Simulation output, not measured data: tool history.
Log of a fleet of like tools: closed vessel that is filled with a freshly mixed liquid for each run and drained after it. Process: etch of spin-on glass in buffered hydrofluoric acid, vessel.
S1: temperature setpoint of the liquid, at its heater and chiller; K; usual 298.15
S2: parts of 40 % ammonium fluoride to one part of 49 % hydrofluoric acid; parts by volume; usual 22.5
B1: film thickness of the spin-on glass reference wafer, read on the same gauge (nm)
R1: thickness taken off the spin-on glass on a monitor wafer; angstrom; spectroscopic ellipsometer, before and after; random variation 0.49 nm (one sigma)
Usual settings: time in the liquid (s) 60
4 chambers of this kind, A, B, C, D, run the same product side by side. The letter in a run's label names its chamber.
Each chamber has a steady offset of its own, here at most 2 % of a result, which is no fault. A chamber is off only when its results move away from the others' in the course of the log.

run 1D hour=4.0 | S1=298.15 S2=22.5 time_in_the_liquid_(s)=60 | B1=39.999 | R1=785.37
run 2C hour=10.6 | S1=298.15 S2=22.5 time_in_the_liquid_(s)=60 | B1=39.964 | R1=773.97
run 3B hour=14.5 | S1=298.15 S2=22.5 time_in_the_liquid_(s)=60 | B1=40.016 | R1=801.57
run 4A hour=19.9 | S1=298.15 S2=22.5 time_in_the_liquid_(s)=60 | B1=39.978 | R1=793.05
run 5C hour=25.8 | S1=298.15 S2=22.5 time_in_the_liquid_(s)=60 | B1=39.987 | R1=775.75
run 6B hour=30.3 | S1=298.15 S2=22.5 time_in_the_liquid_(s)=60 | B1=40.017 | R1=795.04
run 7A hour=35.1 | S1=298.15 S2=22.5 time_in_the_liquid_(s)=60 | B1=39.988 | R1=785.68
-- hour=35.7 chamber A: hydrofluoric acid flow meter replaced
run 8D hour=39.9 | S1=298.15 S2=22.5 time_in_the_liquid_(s)=60 | B1=40.019 | R1=788.47
run 9B hour=46.1 | S1=298.15 S2=22.5 time_in_the_liquid_(s)=60 | B1=39.996 | R1=788.91
run 10D hour=51.2 | S1=298.15 S2=22.5 time_in_the_liquid_(s)=60 | B1=39.982 | R1=788.47
run 11C hour=55.3 | S1=298.15 S2=22.5 time_in_the_liquid_(s)=60 | B1=40.011 | R1=778.52
run 12A hour=60.8 | S1=298.15 S2=22.5 time_in_the_liquid_(s)=60 | B1=40.005 | R1=787.88
run 13A hour=66.5 | S1=298.15 S2=22.5 time_in_the_liquid_(s)=60 | B1=40.033 | R1=792.96
run 14B hour=69.9 | S1=298.15 S2=22.5 time_in_the_liquid_(s)=60 | B1=40.030 | R1=786.38
run 15D hour=72.9 | S1=298.15 S2=22.5 time_in_the_liquid_(s)=60 | B1=39.978 | R1=792.50
run 16C hour=77.4 | S1=298.15 S2=22.5 time_in_the_liquid_(s)=60 | B1=39.955 | R1=777.77
run 17D hour=82.2 | S1=298.15 S2=22.5 time_in_the_liquid_(s)=60 | B1=39.973 | R1=787.56
run 18B hour=86.1 | S1=298.15 S2=22.5 time_in_the_liquid_(s)=60 | B1=39.993 | R1=780.91
run 19A hour=91.0 | S1=298.15 S2=22.5 time_in_the_liquid_(s)=60 | B1=40.024 | R1=790.21
run 20C hour=97.5 | S1=298.15 S2=22.5 time_in_the_liquid_(s)=60 | B1=39.958 | R1=774.87
run 21B hour=103.4 | S1=298.15 S2=22.5 time_in_the_liquid_(s)=60 | B1=39.989 | R1=776.11
run 22C hour=107.5 | S1=298.15 S2=22.5 time_in_the_liquid_(s)=60 | B1=40.002 | R1=783.70
run 23D hour=112.3 | S1=298.15 S2=22.5 time_in_the_liquid_(s)=60 | B1=40.043 | R1=783.21
run 24A hour=115.2 | S1=298.15 S2=28.0 time_in_the_liquid_(s)=80 | B1=40.007 | R1=906.45
run 25C hour=119.8 | S1=298.15 S2=28.0 time_in_the_liquid_(s)=80 | B1=39.984 | R1=897.19
run 26D hour=123.7 | S1=298.15 S2=28.0 time_in_the_liquid_(s)=80 | B1=40.004 | R1=904.69
run 27B hour=127.4 | S1=298.15 S2=28.0 time_in_the_liquid_(s)=80 | B1=39.999 | R1=887.96
run 28A hour=133.7 | S1=298.15 S2=22.5 time_in_the_liquid_(s)=60 | B1=39.969 | R1=792.88
run 29C hour=139.0 | S1=298.15 S2=22.5 time_in_the_liquid_(s)=60 | B1=39.992 | R1=770.37
run 30A hour=143.4 | S1=298.15 S2=22.5 time_in_the_liquid_(s)=60 | B1=39.954 | R1=795.65
-- hour=147.3 chamber D: hydrofluoric acid flow meter replaced
run 31D hour=149.3 | S1=298.15 S2=22.5 time_in_the_liquid_(s)=60 | B1=39.965 | R1=777.80
-- hour=152.9 chamber B: hydrofluoric acid flow meter replaced
run 32B hour=154.0 | S1=298.15 S2=22.5 time_in_the_liquid_(s)=60 | B1=39.992 | R1=760.35
run 33C hour=160.0 | S1=298.15 S2=22.5 time_in_the_liquid_(s)=60 | B1=40.027 | R1=783.99
run 34D hour=165.6 | S1=298.15 S2=22.5 time_in_the_liquid_(s)=60 | B1=39.988 | R1=783.56
run 35B hour=170.5 | S1=298.15 S2=22.5 time_in_the_liquid_(s)=60 | B1=39.994 | R1=765.11
run 36A hour=174.5 | S1=298.15 S2=22.5 time_in_the_liquid_(s)=60 | B1=39.989 | R1=801.97
run 37A hour=179.6 | S1=298.15 S2=27.0 time_in_the_liquid_(s)=40 | B1=40.007 | R1=464.39
run 38C hour=186.2 | S1=298.15 S2=27.0 time_in_the_liquid_(s)=40 | B1=39.986 | R1=456.91
run 39D hour=190.5 | S1=298.15 S2=27.0 time_in_the_liquid_(s)=40 | B1=40.013 | R1=458.98
run 40B hour=194.6 | S1=298.15 S2=27.0 time_in_the_liquid_(s)=40 | B1=40.008 | R1=446.39
run 41D hour=199.6 | S1=298.15 S2=22.5 time_in_the_liquid_(s)=60 | B1=39.934 | R1=782.07

All 4 chambers run these settings next. Forecast each chamber's results:
run 42A hour=204.4 | S1=298.15 S2=22.5 time_in_the_liquid_(s)=60 | R1=?
run 42B hour=204.4 | S1=298.15 S2=22.5 time_in_the_liquid_(s)=60 | R1=?
run 42C hour=204.4 | S1=298.15 S2=22.5 time_in_the_liquid_(s)=60 | R1=?
run 42D hour=204.4 | S1=298.15 S2=22.5 time_in_the_liquid_(s)=60 | R1=?

run=42A R1=799.18
run=42B R1=753.45
run=42C R1=771.63
run=42D R1=780.10
